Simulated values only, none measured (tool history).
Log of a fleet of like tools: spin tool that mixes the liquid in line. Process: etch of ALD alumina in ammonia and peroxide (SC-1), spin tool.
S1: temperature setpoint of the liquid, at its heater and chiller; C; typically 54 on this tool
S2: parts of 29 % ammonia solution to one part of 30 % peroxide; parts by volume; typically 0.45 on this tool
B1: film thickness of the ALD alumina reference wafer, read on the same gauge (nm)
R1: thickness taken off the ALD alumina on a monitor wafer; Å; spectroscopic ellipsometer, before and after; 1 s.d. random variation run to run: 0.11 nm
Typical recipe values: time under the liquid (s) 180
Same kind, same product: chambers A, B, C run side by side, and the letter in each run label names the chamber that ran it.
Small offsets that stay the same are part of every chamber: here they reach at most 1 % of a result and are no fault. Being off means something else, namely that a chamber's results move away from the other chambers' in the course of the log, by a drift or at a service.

-- day=0.371 chamber B: ammonia flow meter replaced
run 1C day=0.517 | S1=54 S2=0.45 time_under_the_liquid_(s)=180 | B1=149.99 | R1=126.89
run 2B day=0.954 | S1=54 S2=0.45 time_under_the_liquid_(s)=180 | B1=149.98 | R1=125.26
run 3A day=1.371 | S1=54 S2=0.45 time_under_the_liquid_(s)=180 | B1=149.99 | R1=124.69
run 4C day=1.712 | S1=54 S2=0.45 time_under_the_liquid_(s)=180 | B1=150 | R1=125.98
run 5B day=2.146 | S1=54 S2=0.45 time_under_the_liquid_(s)=180 | B1=149.95 | R1=126.22
run 6A day=2.417 | S1=54 S2=0.45 time_under_the_liquid_(s)=180 | B1=150.04 | R1=125.23
-- day=2.517 chamber B: new drum of ammonia solution connected
run 7A day=2.804 | S1=54 S2=0.45 time_under_the_liquid_(s)=180 | B1=149.99 | R1=123.02
-- day=3.029 chamber C: new drum of ammonia solution connected
run 8B day=3.108 | S1=54 S2=0.65 time_under_the_liquid_(s)=270 | B1=149.95 | R1=196.34
run 9C day=3.504 | S1=54 S2=0.65 time_under_the_liquid_(s)=270 | B1=150.02 | R1=198.15
run 10B day=3.838 | S1=54 S2=0.65 time_under_the_liquid_(s)=270 | B1=149.98 | R1=194.54
run 11C day=4.225 | S1=54 S2=0.45 time_under_the_liquid_(s)=180 | B1=150 | R1=127.56
run 12A day=4.546 | S1=54 S2=0.45 time_under_the_liquid_(s)=180 | B1=150.02 | R1=124.23
-- day=4.629 chamber C: thermometer replaced
run 13C day=4.812 | S1=54 S2=0.45 time_under_the_liquid_(s)=180 | B1=150 | R1=124.97
run 14B day=5.05 | S1=54 S2=0.45 time_under_the_liquid_(s)=180 | B1=149.96 | R1=126.61
run 15A day=5.371 | S1=54 S2=0.45 time_under_the_liquid_(s)=180 | B1=150.02 | R1=124.58
run 16B day=5.621 | S1=54 S2=0.45 time_under_the_liquid_(s)=180 | B1=149.99 | R1=129.62
run 17C day=5.862 | S1=54 S2=0.45 time_under_the_liquid_(s)=180 | B1=149.99 | R1=128.65
run 18A day=6.288 | S1=63.5 S2=0.4 time_under_the_liquid_(s)=180 | B1=149.96 | R1=204.36
run 19C day=6.612 | S1=63.5 S2=0.4 time_under_the_liquid_(s)=180 | B1=150.01 | R1=207.38
run 20B day=6.925 | S1=63.5 S2=0.4 time_under_the_liquid_(s)=180 | B1=150 | R1=207
run 21A day=7.267 | S1=54 S2=0.45 time_under_the_liquid_(s)=180 | B1=149.99 | R1=124.15
run 22A day=7.617 | S1=54 S2=0.45 time_under_the_liquid_(s)=180 | B1=149.97 | R1=124.76
run 23C day=7.942 | S1=54 S2=0.45 time_under_the_liquid_(s)=180 | B1=150.01 | R1=127.14
run 24B day=8.312 | S1=54 S2=0.45 time_under_the_liquid_(s)=180 | B1=150 | R1=127.58
run 25B day=8.729 | S1=63 S2=0.3 time_under_the_liquid_(s)=180 | B1=149.98 | R1=199.41
run 26A day=9.062 | S1=63 S2=0.3 time_under_the_liquid_(s)=180 | B1=149.99 | R1=191.76
run 27C day=9.562 | S1=63 S2=0.3 time_under_the_liquid_(s)=180 | B1=150.02 | R1=190.61
run 28A day=10.025 | S1=54 S2=0.45 time_under_the_liquid_(s)=180 | B1=150.02 | R1=126.35
run 29B day=10.538 | S1=54 S2=0.45 time_under_the_liquid_(s)=180 | B1=150.05 | R1=131.21
run 30C day=10.888 | S1=54 S2=0.45 time_under_the_liquid_(s)=180 | B1=150.03 | R1=126.8
run 31C day=11.292 | S1=54 S2=0.45 time_under_the_liquid_(s)=180 | B1=150 | R1=128.07
run 32B day=11.529 | S1=54 S2=0.3 time_under_the_liquid_(s)=180 | B1=150.02 | R1=124.59
-- day=11.975 chamber B: new drum of ammonia solution connected
run 33A day=12.054 | S1=54 S2=0.3 time_under_the_liquid_(s)=180 | B1=150.01 | R1=120.43
run 34B day=12.492 | S1=54 S2=0.3 time_under_the_liquid_(s)=180 | B1=149.96 | R1=126.38
run 35C day=12.729 | S1=54 S2=0.45 time_under_the_liquid_(s)=180 | B1=150 | R1=127.21
run 36A day=13.133 | S1=54 S2=0.45 time_under_the_liquid_(s)=180 | B1=149.99 | R1=124.5
run 37C day=13.404 | S1=54 S2=0.3 time_under_the_liquid_(s)=125 | B1=150.01 | R1=85.012

Does one chamber stand apart from the rest, does the shared gauge drift, or is all well apart from small per-chamber offsets? Give the chamber and the most likely cause, where there is one.

Chamber B drifts away from the others.
Likeliest cause: liquid hotter than its thermometer reads (K) = 0.931.

Here are 4 candidates for chamber B's next run, each the usual settings with a change, their results left as question marks. Which one brings its results back in line with what the others give on the usual settings?
Allowed miss from the other chambers' usual-settings mean, per result, to count as in line: R1 3.9 Å
run 38B-1 day=13.779 | S1=54 S2=0.45 time_under_the_liquid_(s)=160 | R1=?
run 38B-2 day=13.779 | S1=53 S2=0.45 time_under_the_liquid_(s)=180 | R1=?
run 38B-3 day=13.779 | S1=54 S2=0.45 time_under_the_liquid_(s)=190 | R1=?
run 38B-4 day=13.779 | S1=56 S2=0.45 time_under_the_liquid_(s)=180 | R1=?

The mean the other chambers reach with the usual settings: R1 125.87 Å
run=38B-1 R1=117.95
run=38B-2 R1=125.87
run=38B-3 R1=140.07
run=38B-4 R1=147.4
Change 38B-2 lands the chamber within the allowed miss of the other chambers.
